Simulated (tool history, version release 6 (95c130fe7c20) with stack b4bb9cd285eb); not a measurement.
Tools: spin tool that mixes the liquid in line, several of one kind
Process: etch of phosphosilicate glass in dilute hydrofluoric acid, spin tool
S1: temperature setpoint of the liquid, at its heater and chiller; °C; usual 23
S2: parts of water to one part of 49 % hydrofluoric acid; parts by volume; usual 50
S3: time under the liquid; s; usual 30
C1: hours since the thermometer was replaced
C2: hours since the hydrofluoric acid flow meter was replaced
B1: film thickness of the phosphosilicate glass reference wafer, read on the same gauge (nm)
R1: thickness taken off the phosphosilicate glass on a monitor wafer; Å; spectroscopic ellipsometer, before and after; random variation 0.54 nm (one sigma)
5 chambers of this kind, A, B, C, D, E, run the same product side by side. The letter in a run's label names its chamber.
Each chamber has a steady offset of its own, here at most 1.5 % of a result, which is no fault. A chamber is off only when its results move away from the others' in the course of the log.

run	day	S1	S2	S3	C1	C2	B1	R1
1E	0.279	23	50	30	707.4	1076.7	50.02	867.04
2C	0.55	23	50	30	626.2	1638.3	50.039	861.53
3B	0.792	23	50	30	129.2	1219	50.014	855.45
4D	1.012	23	50	30	630.7	71.4	49.996	868.09
5A	1.288	23	50	30	839.7	518.4	50.003	873.61
6D	1.517	23	50	30	642.8	83.5	49.977	870.74
7B	1.75	23	50	30	152.2	1242	49.999	848.72
8E	1.954	20.5	50	30	747.6	1116.9	49.982	780.07
9C	2.208	20.5	50	30	666	1678.1	50.006	767.23
10A	2.458	20.5	50	30	867.8	546.5	49.999	790.74
11C	2.725	20.5	50	30	678.4	1690.5	50.013	770.92
12E	2.871	20.5	50	30	769.6	1138.9	49.995	798.46
13D	3.075	23	50	30	680.2	120.9	50.016	866.35
14A	3.379	23	50	30	889.9	568.6	49.992	882.5
15B	3.625	23	50	30	197.2	1287	49.98	854.15
16B	3.792	23	50	30	201.2	1291	50.012	864.63
17C	4.033	23	50	30	709.8	1721.9	49.985	852.8
18D	4.329	23	50	30	710.3	151	49.958	867.55
19A	4.625	23	50	30	919.8	598.5	49.978	864.09
20E	4.875	23	50	30	817.7	1187	50	867.41
21C	5.05	23	50	30	734.2	1746.3	49.999	847
22A	5.212	23	50	30	933.9	612.6	50.001	873.86
23E	5.454	23	50	30	831.6	1200.9	50.003	873.38
24B	5.608	23	35	15	244.8	1334.6	49.972	617.43
# day 5.658: chamber E: hydrofluoric acid flow meter replaced
25D	5.875	23	35	15	747.4	188.1	50.004	636.12
26A	6.142	23	35	15	956.2	634.9	49.98	638.9
27C	6.288	23	35	15	763.9	1776	50.006	611.63
28D	6.442	23	35	15	761	201.7	50.023	638.24
29B	6.742	23	50	30	272	1361.8	49.997	861.02
30E	6.996	23	50	30	868.6	32.2	50.024	874.74
31D	7.212	23	50	30	779.5	220.2	49.988	876.44
32C	7.379	23	50	30	790.1	1802.2	49.989	838.32
33A	7.65	23	50	30	992.4	671.1	49.967	883.8
# day 7.679: chamber A: thermometer replaced
34E	7.933	23	50	30	891.1	54.7	50.019	873.83
35B	8.15	23	50	30	305.8	1395.6	49.98	858.79
36B	8.433	23	50	30	312.6	1402.4	50.013	849.66
37D	8.696	23	50	30	815.1	255.8	49.992	869.91
38A	8.975	23	50	30	31.1	702.9	49.977	875.08
39E	9.129	27.5	50	30	919.8	83.4	49.998	1043.5
40C	9.388	27.5	50	30	838.3	1850.4	50.004	987.77
41C	9.7	27.5	50	30	845.8	1857.9	50.005	978.84
42D	9.85	27.5	50	30	842.8	283.5	50.007	1050.8

What goes on in this fleet: one chamber off, a drifting gauge, or nothing beyond the chambers' own small offsets? Name the chamber and the cause, if any.

Chamber C drifts away from the others.
Cause: liquid colder than its thermometer reads (K) = 1.01.
The log may not tell that from: hydrofluoric acid flow below the setpoint (%).

Here are 4 candidates for chamber C's next run, each the usual settings with a change, their results left as question marks. Which one brings its results back in line with what the others give on the usual settings?
In line means no further than this from the other chambers' mean on the usual settings: R1 19 Å
43C-1	10.079	21.5	50	30				?
43C-2	10.079	23.5	50	30				?
43C-3	10.079	22.5	50	30				?
43C-4	10.079	24.5	50	30				?

The other chambers' mean on the usual settings: R1 867.49 Å
run	R1
43C-1	766.69
43C-2	832.78
43C-3	799.35
43C-4	867.7
43C-4 brings the chamber back in line.
